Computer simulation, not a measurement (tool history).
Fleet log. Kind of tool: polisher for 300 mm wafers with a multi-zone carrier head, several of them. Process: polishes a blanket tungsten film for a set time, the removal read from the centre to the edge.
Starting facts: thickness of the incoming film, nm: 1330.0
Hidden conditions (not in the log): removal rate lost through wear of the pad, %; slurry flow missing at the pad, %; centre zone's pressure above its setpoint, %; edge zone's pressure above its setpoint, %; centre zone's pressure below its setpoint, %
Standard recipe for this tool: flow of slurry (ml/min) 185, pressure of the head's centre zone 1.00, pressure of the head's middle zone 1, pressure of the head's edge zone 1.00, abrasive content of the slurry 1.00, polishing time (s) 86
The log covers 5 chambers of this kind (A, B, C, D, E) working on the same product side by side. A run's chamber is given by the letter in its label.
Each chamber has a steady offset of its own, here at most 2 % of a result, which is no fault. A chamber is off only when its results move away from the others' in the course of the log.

run	hour	flow of slurry (ml/min)	pressure of the head's centre zone	pressure of the head's middle zone	pressure of the head's edge zone	abrasive content of the slurry	polishing time (s)	wafers polished on this pad	hours since the slurry nozzle was cleaned	hours since the centre zone pressure was calibrated	hours since the edge zone pressure was calibrated	film removed at the wafer's centre (nm)	film removed at mid-radius (nm)	film removed at the wafer's edge (nm)
1E	3.5	185	1.00	1	1.00	1.00	86	871	352.6	499.3	850.2	552.71	542.92	560.65
2B	5.5	185	1.00	1	1.00	1.00	86	598	517.4	565.7	60.1	553.11	553.94	566.87
# hour 7.9: chamber E: worn pad replaced by a new one
3A	9.7	185	1.00	1	1.00	1.00	86	142	127.2	795.1	569.1	559.46	566.39	564.15
# hour 11.9: chamber B: worn pad replaced by a new one
4C	12.1	185	1.00	1	1.00	1.00	86	423	47.9	893.2	347.0	554.79	569.31	560.53
5D	15.9	185	1.00	1	0.96	1.00	98	1056	356.6	84.5	74.4	643.10	633.48	625.63
6D	18.8	185	1.00	1	0.96	1.00	98	1092	359.5	87.4	77.3	640.77	615.19	626.24
7C	20.8	185	1.00	1	0.96	1.00	98	531	56.6	901.9	355.7	644.40	644.59	628.40
8A	23.9	185	1.00	1	0.96	1.00	98	319	141.4	809.3	583.3	630.54	639.74	628.43
9E	28.0	185	1.00	1	0.96	1.00	98	250	377.1	523.8	874.7	641.10	638.50	622.86
10B	30.0	185	1.00	1	1.00	1.00	86	225	541.9	590.2	84.6	546.94	554.53	558.99
11C	32.6	185	1.00	1	1.00	1.00	86	678	68.4	913.7	367.5	556.51	568.26	557.17
# hour 35.2: chamber D: worn pad replaced by a new one
12D	36.9	185	1.00	1	1.00	1.00	86	21	377.6	105.5	95.4	545.95	556.05	571.01
13A	39.7	185	1.00	1	1.00	1.00	86	516	157.2	825.1	599.1	561.89	565.21	560.34
14E	42.8	185	1.00	1	1.00	1.00	86	435	391.9	538.6	889.5	568.29	570.05	559.11
# hour 44.3: chamber C: edge zone pressure recalibrated
# hour 44.9: chamber E: slurry nozzle cleaned
15B	45.1	185	1.00	1	1.00	1.00	86	413	557.0	605.3	99.7	544.66	543.34	551.35
16E	48.4	185	1.00	1	1.00	1.00	86	504	3.6	544.2	895.1	564.39	570.60	564.83
17A	52.8	185	1.00	1	1.00	1.00	86	679	170.3	838.2	612.2	556.40	575.78	556.10
18C	55.5	185	1.00	1	1.00	1.00	86	963	91.3	936.6	11.2	566.03	564.50	562.47
19D	58.4	185	1.00	1	1.00	1.00	86	289	399.1	127.0	116.9	552.73	559.72	570.02
20B	61.5	240	1.00	1	1.07	1.00	86	618	573.4	621.7	116.1	561.98	564.88	586.63
21D	63.6	240	1.00	1	1.07	1.00	86	353	404.3	132.2	122.1	576.95	578.94	602.07
22A	67.0	240	1.00	1	1.07	1.00	86	856	184.5	852.4	626.4	574.27	578.32	598.91
23E	68.9	240	1.00	1	1.07	1.00	86	760	24.1	564.7	915.6	590.05	582.66	595.64
# hour 70.7: chamber B: worn pad replaced by a new one
# hour 71.7: chamber C: worn pad replaced by a new one
24B	72.4	240	1.00	1	1.07	1.00	86	21	584.3	632.6	127.0	565.85	567.88	588.98
25C	75.7	185	1.00	1	1.00	0.85	86	50	111.5	956.8	31.4	540.49	544.98	536.50
26C	79.8	185	1.00	1	1.00	0.85	86	101	115.6	960.9	35.5	545.63	552.66	535.59
27B	84.0	185	1.00	1	1.00	0.85	86	166	595.9	644.2	138.6	514.28	515.54	522.80
28D	87.6	185	1.00	1	1.00	0.85	86	652	428.3	156.2	146.1	537.38	533.47	531.59
# hour 89.8: chamber E: worn pad replaced by a new one
29A	91.7	185	1.00	1	1.00	0.85	86	1163	209.2	877.1	651.1	534.09	536.33	538.31
30E	95.5	185	1.00	1	1.00	1.00	86	71	50.7	591.3	942.2	560.74	568.52	557.88
31E	99.4	185	1.00	1	1.00	1.00	86	120	54.6	595.2	946.1	571.87	554.96	566.86
32C	103.0	185	1.00	1	1.00	1.00	86	390	138.8	984.1	58.7	558.20	561.73	556.57

Each of the 5 chambers runs these same settings next. Fill in every chamber's results:
33A	106.3	185	0.91	1	1.00	1.00	86					?	?	?
33B	106.3	185	0.91	1	1.00	1.00	86					?	?	?
33C	106.3	185	0.91	1	1.00	1.00	86					?	?	?
33D	106.3	185	0.91	1	1.00	1.00	86					?	?	?
33E	106.3	185	0.91	1	1.00	1.00	86					?	?	?

run	film removed at the wafer's centre (nm)	film removed at mid-radius (nm)	film removed at the wafer's edge (nm)
33A	499.53	558.17	557.13
33B	470.15	514.75	529.15
33C	499.66	561.73	567.78
33D	493.51	548.00	564.06
33E	504.09	560.12	564.66
